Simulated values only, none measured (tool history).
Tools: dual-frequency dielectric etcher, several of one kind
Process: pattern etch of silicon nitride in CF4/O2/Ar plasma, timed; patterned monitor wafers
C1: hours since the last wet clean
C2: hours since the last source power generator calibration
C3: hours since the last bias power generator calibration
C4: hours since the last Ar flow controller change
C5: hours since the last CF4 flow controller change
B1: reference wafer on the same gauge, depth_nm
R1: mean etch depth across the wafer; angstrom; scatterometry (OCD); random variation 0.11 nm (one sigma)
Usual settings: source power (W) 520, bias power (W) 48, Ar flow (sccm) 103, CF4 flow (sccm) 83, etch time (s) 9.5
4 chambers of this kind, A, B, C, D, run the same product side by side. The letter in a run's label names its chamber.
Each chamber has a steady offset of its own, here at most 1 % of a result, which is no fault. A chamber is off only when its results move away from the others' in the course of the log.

{"run": "1B", "hour": 9.8, "source power (W)": 520, "bias power (W)": 48, "Ar flow (sccm)": 103, "CF4 flow (sccm)": 83, "etch time (s)": 9.5, "C1": 344.4, "C2": 580.4, "C3": 305.7, "C4": 1092.3, "C5": 1220.7, "B1": 14.298, "R1": 177.71}
{"run": "2A", "hour": 20.0, "source power (W)": 520, "bias power (W)": 48, "Ar flow (sccm)": 103, "CF4 flow (sccm)": 83, "etch time (s)": 9.5, "C1": 441.1, "C2": 379.3, "C3": 4109.5, "C4": 914.2, "C5": 3587.1, "B1": 14.29, "R1": 177.56}
{"run": "3D", "hour": 28.5, "source power (W)": 520, "bias power (W)": 48, "Ar flow (sccm)": 103, "CF4 flow (sccm)": 83, "etch time (s)": 9.5, "C1": 88.3, "C2": 1581.8, "C3": 2433.3, "C4": 1848.4, "C5": 1665.0, "B1": 14.288, "R1": 177.73}
{"run": "4C", "hour": 38.2, "source power (W)": 520, "bias power (W)": 48, "Ar flow (sccm)": 103, "CF4 flow (sccm)": 83, "etch time (s)": 9.5, "C1": 383.1, "C2": 1144.6, "C3": 2089.7, "C4": 3999.6, "C5": 1270.6, "B1": 14.308, "R1": 178.98}
{"run": "5A", "hour": 45.0, "source power (W)": 520, "bias power (W)": 48, "Ar flow (sccm)": 103, "CF4 flow (sccm)": 83, "etch time (s)": 9.5, "C1": 466.1, "C2": 404.3, "C3": 4134.5, "C4": 939.2, "C5": 3612.1, "B1": 14.3, "R1": 178.53}
{"run": "6B", "hour": 56.3, "source power (W)": 520, "bias power (W)": 48, "Ar flow (sccm)": 103, "CF4 flow (sccm)": 83, "etch time (s)": 9.5, "C1": 390.9, "C2": 626.9, "C3": 352.2, "C4": 1138.8, "C5": 1267.2, "B1": 14.289, "R1": 179.04}
{"run": "7C", "hour": 64.6, "source power (W)": 520, "bias power (W)": 48, "Ar flow (sccm)": 82, "CF4 flow (sccm)": 83, "etch time (s)": 8.0, "C1": 409.5, "C2": 1171.0, "C3": 2116.1, "C4": 4026.0, "C5": 1297.0, "B1": 14.306, "R1": 155.6}
{"run": "8D", "hour": 72.5, "source power (W)": 520, "bias power (W)": 48, "Ar flow (sccm)": 82, "CF4 flow (sccm)": 83, "etch time (s)": 8.0, "C1": 132.3, "C2": 1625.8, "C3": 2477.3, "C4": 1892.4, "C5": 1709.0, "B1": 14.293, "R1": 153.57}
{"run": "9B", "hour": 82.8, "source power (W)": 520, "bias power (W)": 48, "Ar flow (sccm)": 82, "CF4 flow (sccm)": 83, "etch time (s)": 8.0, "C1": 417.4, "C2": 653.4, "C3": 378.7, "C4": 1165.3, "C5": 1293.7, "B1": 14.304, "R1": 155.26}
{"run": "10A", "hour": 91.8, "source power (W)": 520, "bias power (W)": 48, "Ar flow (sccm)": 82, "CF4 flow (sccm)": 83, "etch time (s)": 8.0, "C1": 512.9, "C2": 451.1, "C3": 4181.3, "C4": 986.0, "C5": 3658.9, "B1": 14.322, "R1": 152.75}
{"run": "11C", "hour": 98.7, "source power (W)": 520, "bias power (W)": 48, "Ar flow (sccm)": 103, "CF4 flow (sccm)": 83, "etch time (s)": 8.0, "C1": 443.6, "C2": 1205.1, "C3": 2150.2, "C4": 4060.1, "C5": 1331.1, "B1": 14.29, "R1": 150.3}
{"run": "12D", "hour": 104.7, "source power (W)": 520, "bias power (W)": 48, "Ar flow (sccm)": 103, "CF4 flow (sccm)": 83, "etch time (s)": 8.0, "C1": 164.5, "C2": 1658.0, "C3": 2509.5, "C4": 1924.6, "C5": 1741.2, "B1": 14.295, "R1": 148.93}
{"run": "13D", "hour": 111.3, "source power (W)": 520, "bias power (W)": 48, "Ar flow (sccm)": 103, "CF4 flow (sccm)": 83, "etch time (s)": 8.0, "C1": 171.1, "C2": 1664.6, "C3": 2516.1, "C4": 1931.2, "C5": 1747.8, "B1": 14.268, "R1": 150.56}
{"hour": 113.3, "done": "chamber D: bias power generator calibrated"}
{"run": "14A", "hour": 120.6, "source power (W)": 520, "bias power (W)": 48, "Ar flow (sccm)": 103, "CF4 flow (sccm)": 83, "etch time (s)": 8.0, "C1": 541.7, "C2": 479.9, "C3": 4210.1, "C4": 1014.8, "C5": 3687.7, "B1": 14.288, "R1": 149.42}
{"run": "15B", "hour": 133.2, "source power (W)": 520, "bias power (W)": 48, "Ar flow (sccm)": 103, "CF4 flow (sccm)": 83, "etch time (s)": 9.5, "C1": 467.8, "C2": 703.8, "C3": 429.1, "C4": 1215.7, "C5": 1344.1, "B1": 14.319, "R1": 176.45}
{"run": "16C", "hour": 140.4, "source power (W)": 520, "bias power (W)": 48, "Ar flow (sccm)": 103, "CF4 flow (sccm)": 83, "etch time (s)": 11.5, "C1": 485.3, "C2": 1246.8, "C3": 2191.9, "C4": 4101.8, "C5": 1372.8, "B1": 14.306, "R1": 216.33}
{"hour": 145.0, "done": "chamber A: wet clean of the chamber"}
{"run": "17A", "hour": 147.2, "source power (W)": 520, "bias power (W)": 48, "Ar flow (sccm)": 103, "CF4 flow (sccm)": 83, "etch time (s)": 11.5, "C1": 2.2, "C2": 506.5, "C3": 4236.7, "C4": 1041.4, "C5": 3714.3, "B1": 14.299, "R1": 218.7}
{"run": "18B", "hour": 155.4, "source power (W)": 520, "bias power (W)": 48, "Ar flow (sccm)": 103, "CF4 flow (sccm)": 83, "etch time (s)": 11.5, "C1": 490.0, "C2": 726.0, "C3": 451.3, "C4": 1237.9, "C5": 1366.3, "B1": 14.293, "R1": 212.85}
{"hour": 155.8, "done": "chamber D: source power generator calibrated"}
{"run": "19D", "hour": 161.7, "source power (W)": 520, "bias power (W)": 48, "Ar flow (sccm)": 103, "CF4 flow (sccm)": 83, "etch time (s)": 11.5, "C1": 221.5, "C2": 6.0, "C3": 48.4, "C4": 1981.6, "C5": 1798.2, "B1": 14.288, "R1": 215.92}
{"run": "20C", "hour": 173.0, "source power (W)": 520, "bias power (W)": 48, "Ar flow (sccm)": 103, "CF4 flow (sccm)": 83, "etch time (s)": 9.5, "C1": 517.9, "C2": 1279.4, "C3": 2224.5, "C4": 4134.4, "C5": 1405.4, "B1": 14.296, "R1": 179.47}
{"run": "21B", "hour": 185.8, "source power (W)": 520, "bias power (W)": 48, "Ar flow (sccm)": 103, "CF4 flow (sccm)": 83, "etch time (s)": 9.5, "C1": 520.4, "C2": 756.4, "C3": 481.7, "C4": 1268.3, "C5": 1396.7, "B1": 14.304, "R1": 176.44}
{"run": "22C", "hour": 197.5, "source power (W)": 520, "bias power (W)": 48, "Ar flow (sccm)": 103, "CF4 flow (sccm)": 83, "etch time (s)": 9.5, "C1": 542.4, "C2": 1303.9, "C3": 2249.0, "C4": 4158.9, "C5": 1429.9, "B1": 14.293, "R1": 179.51}
{"hour": 205.0, "done": "chamber B: wet clean of the chamber"}
{"run": "23A", "hour": 205.8, "source power (W)": 520, "bias power (W)": 48, "Ar flow (sccm)": 88, "CF4 flow (sccm)": 83, "etch time (s)": 9.5, "C1": 60.8, "C2": 565.1, "C3": 4295.3, "C4": 1100.0, "C5": 3772.9, "B1": 14.289, "R1": 182.1}
{"run": "24D", "hour": 213.5, "source power (W)": 520, "bias power (W)": 48, "Ar flow (sccm)": 88, "CF4 flow (sccm)": 83, "etch time (s)": 9.5, "C1": 273.3, "C2": 57.8, "C3": 100.2, "C4": 2033.4, "C5": 1850.0, "B1": 14.298, "R1": 181.18}
{"run": "25D", "hour": 225.7, "source power (W)": 520, "bias power (W)": 48, "Ar flow (sccm)": 88, "CF4 flow (sccm)": 83, "etch time (s)": 9.5, "C1": 285.5, "C2": 70.0, "C3": 112.4, "C4": 2045.6, "C5": 1862.2, "B1": 14.297, "R1": 180.54}
{"hour": 228.0, "done": "chamber C: wet clean of the chamber"}
{"run": "26B", "hour": 237.5, "source power (W)": 520, "bias power (W)": 48, "Ar flow (sccm)": 88, "CF4 flow (sccm)": 83, "etch time (s)": 9.5, "C1": 32.5, "C2": 808.1, "C3": 533.4, "C4": 1320.0, "C5": 1448.4, "B1": 14.312, "R1": 177.11}
{"run": "27C", "hour": 249.2, "source power (W)": 520, "bias power (W)": 48, "Ar flow (sccm)": 103, "CF4 flow (sccm)": 83, "etch time (s)": 9.5, "C1": 21.2, "C2": 1355.6, "C3": 2300.7, "C4": 4210.6, "C5": 1481.6, "B1": 14.337, "R1": 177.99}
{"run": "28A", "hour": 262.4, "source power (W)": 520, "bias power (W)": 48, "Ar flow (sccm)": 103, "CF4 flow (sccm)": 83, "etch time (s)": 9.5, "C1": 117.4, "C2": 621.7, "C3": 4351.9, "C4": 1156.6, "C5": 3829.5, "B1": 14.272, "R1": 179.26}
{"run": "29B", "hour": 270.4, "source power (W)": 520, "bias power (W)": 48, "Ar flow (sccm)": 103, "CF4 flow (sccm)": 83, "etch time (s)": 9.5, "C1": 65.4, "C2": 841.0, "C3": 566.3, "C4": 1352.9, "C5": 1481.3, "B1": 14.297, "R1": 173.33}
{"run": "30A", "hour": 281.3, "source power (W)": 520, "bias power (W)": 48, "Ar flow (sccm)": 103, "CF4 flow (sccm)": 83, "etch time (s)": 9.5, "C1": 136.3, "C2": 640.6, "C3": 4370.8, "C4": 1175.5, "C5": 3848.4, "B1": 14.281, "R1": 180.89}

Is one chamber off against the others, does the gauge drift, or is nothing wrong? If a chamber is off, say which, and what the likeliest cause is.

Chamber B drifts away from the others.
Cause: source power that arrives under what is set, % = 3.98.

Here are 4 candidates for chamber B's next run, each the usual settings with a change, their results left as question marks. Which one brings its results back in line with what the others give on the usual settings?
In line means no further than this from the other chambers' mean on the usual settings: R1 3.70 angstrom
{"run": "31B-1", "hour": 290.8, "source power (W)": 560, "bias power (W)": 48, "Ar flow (sccm)": 103, "CF4 flow (sccm)": 83, "etch time (s)": 9.5, "R1": "?"}
{"run": "31B-2", "hour": 290.8, "source power (W)": 520, "bias power (W)": 48, "Ar flow (sccm)": 78, "CF4 flow (sccm)": 83, "etch time (s)": 9.5, "R1": "?"}
{"run": "31B-3", "hour": 290.8, "source power (W)": 510, "bias power (W)": 48, "Ar flow (sccm)": 103, "CF4 flow (sccm)": 83, "etch time (s)": 9.0, "R1": "?"}
{"run": "31B-4", "hour": 290.8, "source power (W)": 520, "bias power (W)": 44, "Ar flow (sccm)": 103, "CF4 flow (sccm)": 83, "etch time (s)": 9.5, "R1": "?"}

The other chambers' mean on the usual settings: R1 178.55 angstrom
run=31B-1 R1=183.84
run=31B-2 R1=178.65
run=31B-3 R1=160.57
run=31B-4 R1=166.75
31B-2 brings the chamber back in line.
